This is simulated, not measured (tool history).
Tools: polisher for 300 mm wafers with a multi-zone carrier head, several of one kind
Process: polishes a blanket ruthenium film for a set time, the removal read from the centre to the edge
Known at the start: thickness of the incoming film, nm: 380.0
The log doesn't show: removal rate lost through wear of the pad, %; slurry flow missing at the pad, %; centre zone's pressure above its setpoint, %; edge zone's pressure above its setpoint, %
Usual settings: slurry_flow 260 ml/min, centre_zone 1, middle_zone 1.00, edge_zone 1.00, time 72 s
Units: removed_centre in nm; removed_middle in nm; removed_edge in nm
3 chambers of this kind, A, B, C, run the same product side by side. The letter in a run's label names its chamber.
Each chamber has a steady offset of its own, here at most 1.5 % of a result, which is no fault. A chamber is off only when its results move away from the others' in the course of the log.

| run | hour | slurry_flow | centre_zone | middle_zone | edge_zone | time | wafers polished on this pad | hours since the slurry nozzle was cleaned | hours since the centre zone pressure was calibrated | hours since the edge zone pressure was calibrated | removed_centre | removed_middle | removed_edge |
|---|---|---|---|---|---|---|---|---|---|---|---|---|---|
| 1A | 11.6 | 260 | 1 | 1.00 | 1.00 | 72 | 1005 | 135.3 | 584.2 | 556.5 | 128.57 | 126.95 | 126.43 |
|  | 20.1 | chamber A: worn pad replaced by a new one |
|  | 25.7 | chamber B: worn pad replaced by a new one |
| 2B | 26.8 | 260 | 1 | 1.00 | 1.00 | 72 | 14 | 146.6 | 188.6 | 984.4 | 125.89 | 124.20 | 126.95 |
|  | 28.2 | chamber C: worn pad replaced by a new one |
| 3C | 38.1 | 260 | 1 | 1.00 | 1.00 | 72 | 120 | 254.4 | 760.2 | 163.5 | 123.19 | 125.60 | 125.25 |
| 4B | 49.6 | 260 | 1 | 1.00 | 1.00 | 72 | 290 | 169.4 | 211.4 | 1007.2 | 125.35 | 128.95 | 128.86 |
| 5C | 59.5 | 260 | 1 | 1.00 | 1.00 | 72 | 379 | 275.8 | 781.6 | 184.9 | 125.71 | 125.62 | 127.90 |
| 6A | 66.6 | 260 | 1 | 1.00 | 1.00 | 72 | 564 | 190.3 | 639.2 | 611.5 | 125.71 | 123.34 | 125.33 |
| 7B | 76.6 | 260 | 1 | 1.00 | 1.00 | 72 | 617 | 196.4 | 238.4 | 1034.2 | 129.37 | 127.03 | 127.34 |
| 8C | 84.8 | 260 | 1 | 1.00 | 1.00 | 72 | 686 | 301.1 | 806.9 | 210.2 | 128.75 | 126.72 | 126.59 |
|  | 90.6 | chamber C: worn pad replaced by a new one |
| 9A | 100.9 | 260 | 1 | 1.00 | 1.00 | 72 | 980 | 224.6 | 673.5 | 645.8 | 129.48 | 126.29 | 125.55 |
|  | 104.3 | chamber A: edge zone pressure recalibrated |
|  | 105.3 | chamber A: worn pad replaced by a new one |
| 10A | 110.1 | 260 | 1 | 1.00 | 1.00 | 72 | 58 | 233.8 | 682.7 | 5.9 | 133.40 | 127.07 | 127.34 |
|  | 118.5 | chamber A: centre zone pressure recalibrated |
| 11C | 121.7 | 335 | 1 | 1.00 | 1.00 | 72 | 377 | 338.0 | 843.8 | 247.1 | 127.94 | 130.43 | 129.98 |
| 12B | 129.0 | 335 | 1 | 1.00 | 1.00 | 72 | 1252 | 248.8 | 290.8 | 1086.6 | 132.51 | 132.09 | 131.54 |
| 13A | 140.4 | 335 | 1 | 1.00 | 1.00 | 72 | 426 | 264.1 | 21.9 | 36.2 | 130.86 | 128.36 | 131.01 |
| 14C | 148.4 | 260 | 1 | 1.00 | 1.00 | 72 | 701 | 364.7 | 870.5 | 273.8 | 126.23 | 129.00 | 126.37 |
|  | 151.5 | chamber C: slurry nozzle cleaned |
|  | 153.4 | chamber C: worn pad replaced by a new one |
|  | 156.1 | chamber B: worn pad replaced by a new one |
| 15B | 160.2 | 260 | 1 | 1.08 | 0.92 | 72 | 50 | 280.0 | 322.0 | 1117.8 | 129.33 | 135.43 | 124.52 |
| 16A | 169.7 | 260 | 1 | 1.08 | 0.92 | 72 | 781 | 293.4 | 51.2 | 65.5 | 127.32 | 132.90 | 120.40 |
|  | 176.2 | chamber A: slurry nozzle cleaned |
| 17B | 178.8 | 260 | 1 | 1.08 | 0.92 | 72 | 275 | 298.6 | 340.6 | 1136.4 | 129.04 | 139.47 | 122.15 |
| 18C | 188.8 | 260 | 1 | 1.00 | 1.00 | 72 | 429 | 37.3 | 910.9 | 314.2 | 129.87 | 128.05 | 128.21 |
| 19A | 197.1 | 260 | 1 | 1.00 | 1.00 | 72 | 1113 | 21.0 | 78.6 | 92.9 | 126.81 | 124.00 | 124.59 |
|  | 203.4 | chamber B: slurry nozzle cleaned |
|  | 210.1 | chamber A: worn pad replaced by a new one |
| 20C | 212.4 | 260 | 1 | 1.00 | 1.00 | 72 | 715 | 60.9 | 934.5 | 337.8 | 129.07 | 131.39 | 128.21 |
| 21B | 222.3 | 260 | 1 | 1.00 | 1.00 | 72 | 803 | 18.9 | 384.1 | 1179.9 | 126.50 | 124.69 | 129.24 |
|  | 226.0 | chamber C: worn pad replaced by a new one |
| 22C | 237.8 | 260 | 1 | 1.00 | 1.00 | 72 | 143 | 86.3 | 959.9 | 363.2 | 132.12 | 125.90 | 126.58 |
|  | 245.3 | chamber C: edge zone pressure recalibrated |
| 23B | 246.8 | 260 | 1 | 1.00 | 1.00 | 72 | 1100 | 43.4 | 408.6 | 1204.4 | 126.52 | 126.11 | 128.56 |
| 24A | 258.4 | 260 | 1 | 1.00 | 1.00 | 72 | 586 | 82.3 | 139.9 | 154.2 | 131.24 | 124.72 | 127.27 |
| 25C | 265.6 | 260 | 1 | 1.00 | 1.00 | 72 | 480 | 114.1 | 987.7 | 20.3 | 134.35 | 128.74 | 127.69 |
|  | 271.4 | chamber B: worn pad replaced by a new one |
|  | 273.3 | chamber B: centre zone pressure recalibrated |
| 26B | 279.4 | 330 | 1 | 1.00 | 1.00 | 72 | 97 | 76.0 | 6.2 | 1237.0 | 131.47 | 128.04 | 127.22 |
| 27A | 291.9 | 330 | 1 | 1.00 | 1.00 | 72 | 992 | 115.8 | 173.4 | 187.7 | 131.07 | 126.86 | 125.78 |
|  | 293.3 | chamber C: worn pad replaced by a new one |
| 28C | 304.5 | 330 | 1 | 1.00 | 1.00 | 72 | 136 | 153.0 | 1026.6 | 59.2 | 140.06 | 132.10 | 131.11 |
| 29B | 318.8 | 260 | 1 | 1.00 | 1.00 | 72 | 574 | 115.4 | 45.6 | 1276.4 | 124.24 | 128.24 | 127.92 |
|  | 321.3 | chamber A: worn pad replaced by a new one |
| 30A | 331.4 | 260 | 1 | 1.00 | 1.00 | 72 | 122 | 155.3 | 212.9 | 227.2 | 126.80 | 124.78 | 125.98 |

Next, every chamber runs the same settings. What will each give?
| 31A | 343.0 | 260 | 1 | 1.00 | 0.94 | 72 |  |  |  |  | ? | ? | ? |
| 31B | 343.0 | 260 | 1 | 1.00 | 0.94 | 72 |  |  |  |  | ? | ? | ? |
| 31C | 343.0 | 260 | 1 | 1.00 | 0.94 | 72 |  |  |  |  | ? | ? | ? |

| run | removed_centre | removed_middle | removed_edge |
|---|---|---|---|
| 31A | 128.92 | 126.44 | 124.71 |
| 31B | 124.69 | 126.13 | 127.14 |
| 31C | 140.08 | 127.35 | 123.93 |
